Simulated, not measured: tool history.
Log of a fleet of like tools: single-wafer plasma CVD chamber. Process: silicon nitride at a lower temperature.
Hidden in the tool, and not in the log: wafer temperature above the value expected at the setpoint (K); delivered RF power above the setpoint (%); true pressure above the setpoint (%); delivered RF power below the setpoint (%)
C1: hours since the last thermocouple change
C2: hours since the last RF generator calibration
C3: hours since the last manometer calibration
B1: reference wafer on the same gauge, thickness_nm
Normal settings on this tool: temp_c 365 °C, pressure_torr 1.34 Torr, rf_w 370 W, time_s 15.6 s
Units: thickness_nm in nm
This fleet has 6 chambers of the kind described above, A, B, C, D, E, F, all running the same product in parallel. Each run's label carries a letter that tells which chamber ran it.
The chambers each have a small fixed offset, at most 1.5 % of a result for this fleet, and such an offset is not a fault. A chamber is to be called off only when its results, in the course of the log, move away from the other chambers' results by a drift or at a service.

Run 1C, hour 15.3: usual settings; C1 675.2; C2 557.9; C3 873.0; B1 20.688. Result: thickness_nm 19.651 nm.
Run 2D, hour 29.2: usual settings; C1 2075.8; C2 1458.3; C3 833.8; B1 20.694. Result: thickness_nm 20.101 nm.
Run 3F, hour 43.2: usual settings; C1 973.8; C2 1169.3; C3 658.1; B1 20.694. Result: thickness_nm 20.047 nm.
Run 4A, hour 54.7: usual settings; C1 444.6; C2 323.3; C3 375.3; B1 20.700. Result: thickness_nm 19.901 nm.
Run 5E, hour 69.8: usual settings; C1 1090.8; C2 1160.7; C3 931.9; B1 20.712. Result: thickness_nm 19.820 nm.
Run 6B, hour 81.7: usual settings; C1 284.8; C2 216.6; C3 2020.2; B1 20.719. Result: thickness_nm 19.737 nm.
Run 7D, hour 92.1: usual settings; C1 2138.7; C2 1521.2; C3 896.7; B1 20.696. Result: thickness_nm 20.111 nm.
Run 8F, hour 104.0: usual settings but rf_w 325 W, time_s 13.2 s; C1 1034.6; C2 1230.1; C3 718.9; B1 20.702. Result: thickness_nm 15.590 nm.
Run 9B, hour 113.0: usual settings but rf_w 325 W, time_s 13.2 s; C1 316.1; C2 247.9; C3 2051.5; B1 20.702. Result: thickness_nm 15.234 nm.
Run 10E, hour 122.3: usual settings but rf_w 325 W, time_s 13.2 s; C1 1143.3; C2 1213.2; C3 984.4; B1 20.705. Result: thickness_nm 15.536 nm.
Run 11C, hour 129.3: usual settings but rf_w 325 W, time_s 13.2 s; C1 789.2; C2 671.9; C3 987.0; B1 20.701. Result: thickness_nm 15.237 nm.
Run 12A, hour 143.2: usual settings but rf_w 325 W, time_s 13.2 s; C1 533.1; C2 411.8; C3 463.8; B1 20.696. Result: thickness_nm 15.458 nm.
Run 13E, hour 152.2: usual settings but rf_w 325 W, time_s 13.2 s; C1 1173.2; C2 1243.1; C3 1014.3; B1 20.701. Result: thickness_nm 15.349 nm.
Run 14F, hour 165.5: usual settings; C1 1096.1; C2 1291.6; C3 780.4; B1 20.694. Result: thickness_nm 20.210 nm.
Run 15D, hour 174.0: usual settings but time_s 14.5 s; C1 2220.6; C2 1603.1; C3 978.6; B1 20.688. Result: thickness_nm 18.617 nm.
At hour 178.9: chamber F: RF generator calibrated.
Run 16C, hour 186.7: usual settings but time_s 14.5 s; C1 846.6; C2 729.3; C3 1044.4; B1 20.700. Result: thickness_nm 18.074 nm.
Run 17B, hour 197.0: usual settings but time_s 14.5 s; C1 400.1; C2 331.9; C3 2135.5; B1 20.681. Result: thickness_nm 18.302 nm.
At hour 197.4: chamber D: RF generator calibrated.
Run 18A, hour 205.0: usual settings but time_s 14.5 s; C1 594.9; C2 473.6; C3 525.6; B1 20.700. Result: thickness_nm 18.284 nm.
At hour 215.2: chamber D: capacitance manometer re-zeroed and calibrated.
Run 19F, hour 219.4: usual settings but time_s 14.5 s; C1 1150.0; C2 40.6; C3 834.3; B1 20.707. Result: thickness_nm 18.593 nm.
Run 20B, hour 230.6: usual settings but time_s 14.5 s; C1 433.7; C2 365.5; C3 2169.1; B1 20.702. Result: thickness_nm 18.302 nm.
Run 21E, hour 244.7: usual settings but rf_w 340 W; C1 1265.7; C2 1335.6; C3 1106.8; B1 20.710. Result: thickness_nm 18.844 nm.
Run 22C, hour 255.6: usual settings but rf_w 340 W; C1 915.5; C2 798.2; C3 1113.3; B1 20.693. Result: thickness_nm 18.273 nm.
Run 23D, hour 264.5: usual settings but rf_w 340 W; C1 2311.1; C2 67.2; C3 49.4; B1 20.681. Result: thickness_nm 18.987 nm.
Run 24A, hour 279.9: usual settings but rf_w 340 W; C1 669.8; C2 548.5; C3 600.5; B1 20.682. Result: thickness_nm 18.950 nm.
At hour 288.2: chamber B: capacitance manometer re-zeroed and calibrated.
Run 25E, hour 293.5: usual settings but rf_w 340 W; C1 1314.5; C2 1384.4; C3 1155.6; B1 20.710. Result: thickness_nm 18.660 nm.
Run 26F, hour 308.3: usual settings but rf_w 340 W; C1 1238.9; C2 129.5; C3 923.2; B1 20.723. Result: thickness_nm 18.908 nm.
Run 27B, hour 316.5: usual settings; C1 519.6; C2 451.4; C3 28.4; B1 20.705. Result: thickness_nm 19.838 nm.
Run 28D, hour 326.2: usual settings; C1 2372.8; C2 128.9; C3 111.1; B1 20.690. Result: thickness_nm 20.063 nm.
Run 29C, hour 333.4: usual settings but pressure_torr 1.15 Torr, rf_w 320 W; C1 993.3; C2 876.0; C3 1191.1; B1 20.718. Result: thickness_nm 16.749 nm.
Run 30A, hour 340.4: usual settings but pressure_torr 1.15 Torr, rf_w 320 W; C1 730.3; C2 609.0; C3 661.0; B1 20.680. Result: thickness_nm 17.243 nm.
Run 31F, hour 350.5: usual settings but pressure_torr 1.15 Torr, rf_w 320 W; C1 1281.1; C2 171.7; C3 965.4; B1 20.709. Result: thickness_nm 17.488 nm.
Run 32A, hour 359.8: usual settings but pressure_torr 1.15 Torr, rf_w 320 W; C1 749.7; C2 628.4; C3 680.4; B1 20.695. Result: thickness_nm 17.303 nm.
Run 33B, hour 371.3: usual settings but pressure_torr 1.15 Torr, rf_w 320 W; C1 574.4; C2 506.2; C3 83.2; B1 20.696. Result: thickness_nm 17.167 nm.
Run 34D, hour 384.4: usual settings but pressure_torr 1.15 Torr, rf_w 320 W; C1 2431.0; C2 187.1; C3 169.3; B1 20.713. Result: thickness_nm 17.459 nm.
Run 35E, hour 396.6: usual settings but time_s 18.0 s; C1 1417.6; C2 1487.5; C3 1258.7; B1 20.712. Result: thickness_nm 22.940 nm.
Run 36C, hour 409.5: usual settings but time_s 18.0 s; C1 1069.4; C2 952.1; C3 1267.2; B1 20.718. Result: thickness_nm 21.832 nm.
Run 37A, hour 423.1: usual settings but time_s 18.0 s; C1 813.0; C2 691.7; C3 743.7; B1 20.685. Result: thickness_nm 22.884 nm.
Run 38C, hour 432.6: usual settings but time_s 18.0 s; C1 1092.5; C2 975.2; C3 1290.3; B1 20.687. Result: thickness_nm 21.738 nm.

The same settings go to every chamber for the next run, one line per chamber below. Forecast the results for each:
Run 39A, hour 444.1: usual settings. Result: thickness_nm ?.
Run 39B, hour 444.1: usual settings. Result: thickness_nm ?.
Run 39C, hour 444.1: usual settings. Result: thickness_nm ?.
Run 39D, hour 444.1: usual settings. Result: thickness_nm ?.
Run 39E, hour 444.1: usual settings. Result: thickness_nm ?.
Run 39F, hour 444.1: usual settings. Result: thickness_nm ?.

run  thickness_nm
39A        19.883
39B        19.620
39C        18.833
39D        19.965
39E        19.795
39F        20.132
